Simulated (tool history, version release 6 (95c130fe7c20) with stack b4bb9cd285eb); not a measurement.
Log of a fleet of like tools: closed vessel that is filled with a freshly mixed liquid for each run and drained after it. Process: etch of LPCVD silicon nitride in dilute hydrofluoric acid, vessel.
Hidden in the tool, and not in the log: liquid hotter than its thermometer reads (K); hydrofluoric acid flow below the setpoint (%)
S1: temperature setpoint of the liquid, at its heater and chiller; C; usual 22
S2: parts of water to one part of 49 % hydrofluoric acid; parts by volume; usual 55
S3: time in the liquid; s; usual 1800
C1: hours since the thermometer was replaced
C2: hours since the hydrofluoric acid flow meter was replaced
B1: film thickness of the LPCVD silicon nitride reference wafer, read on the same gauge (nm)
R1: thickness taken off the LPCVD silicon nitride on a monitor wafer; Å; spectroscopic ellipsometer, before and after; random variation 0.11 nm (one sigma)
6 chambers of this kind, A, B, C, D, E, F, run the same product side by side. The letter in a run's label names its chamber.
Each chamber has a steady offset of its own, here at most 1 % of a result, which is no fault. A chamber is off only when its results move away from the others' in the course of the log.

run	hour	S1	S2	S3	C1	C2	B1	R1
1B	6.8	22	55	1800	2386.3	600.1	109.98	145.96
2A	11.9	22	55	1800	514	42.9	109.98	148.47
# hour 18: chamber A: thermometer replaced
3F	18.4	22	55	1800	399.6	227.2	109.98	148.4
4D	21.7	22	55	1800	1746.5	303.8	109.99	145.52
5E	24.7	22	40	1800	178.6	1954	109.99	197.97
6C	30.9	22	40	1800	187.6	646.1	110	198.34
7B	35.4	22	40	1800	2414.9	628.7	109.99	198.99
8D	38.7	22	40	1800	1763.5	320.8	109.99	197.89
9F	44.3	22	40	1800	425.5	253.1	110.02	198
10C	47.5	22	40	1800	204.2	662.7	109.99	197.96
11A	53.4	22	55	1800	35.4	84.4	110	149.13
12E	57.3	22	55	1800	211.2	1986.6	109.99	143.75
13F	61	22	55	1800	442.2	269.8	110.01	148.63
14A	64.9	22	55	1800	46.9	95.9	110	147.99
# hour 67: chamber B: thermometer replaced
15D	71	22	55	1800	1795.8	353.1	110.01	145.65
16B	74.7	18	55	1275	7.8	668	109.98	78.219
17C	78.8	18	55	1275	235.5	694	110	79.35
18E	83.9	18	55	1275	237.8	2013.2	109.99	78.173
19A	87.7	18	55	1275	69.7	118.7	110.02	80.208
20B	92.1	18	55	1275	25.2	685.4	110.02	76.809
21D	96.4	18	55	1275	1821.2	378.5	110.01	79.429
22E	99.7	22	55	1800	253.6	2029	110.03	145.34
23C	105.8	22	55	1800	262.5	721	109.98	145.53
24F	109.9	22	75	750	491.1	318.7	109.99	47.56
25A	115	22	75	750	97	146	110	45.532
26F	119.3	22	75	750	500.5	328.1	109.99	48.371
27C	125.6	22	75	750	282.3	740.8	110	44.959
28E	130.4	22	75	750	284.3	2059.7	109.98	44.722
29B	136	22	75	750	69.1	729.3	110.01	44.31
30D	141	22	55	1800	1865.8	423.1	110.01	147.23
31A	147.3	22	55	1800	129.3	178.3	110	147.06
32D	153.2	22	55	1800	1878	435.3	109.99	145.84
33B	156.9	22	55	1800	90	750.2	110.01	145.69
34E	162.7	22	55	1800	316.6	2092	110	145.37
35F	168.7	22	55	1800	549.9	377.5	109.96	161.68
36C	174.2	22	55	1800	330.9	789.4	109.99	145.49
37D	179.1	22	85	1800	1903.9	461.2	110	94.976
38C	184.9	22	85	1800	341.6	800.1	110.01	94.918
39A	189.9	22	85	1800	171.9	220.9	109.99	95.743

Is one chamber off against the others, does the gauge drift, or is nothing wrong? If a chamber is off, say which, and what the likeliest cause is.

Chamber F drifts away from the others.
Cause: liquid hotter than its thermometer reads (K) = 1.55.
The log may not tell that from: hydrofluoric acid flow above the setpoint (%).

Here are 4 candidates for chamber F's next run, each the usual settings with a change, their results left as question marks. Which one brings its results back in line with what the others give on the usual settings?
In line means no further than this from the other chambers' mean on the usual settings: R1 3.9 Å
40F-1	194.8	22	55	1730				?
40F-2	194.8	22	55	1870				?
40F-3	194.8	22	55	1995				?
40F-4	194.8	21.5	55	1650				?

The other chambers' mean on the usual settings: R1 146.01 Å
run	R1
40F-1	156.62
40F-2	169.3
40F-3	180.61
40F-4	144.51
40F-4 brings the chamber back in line.
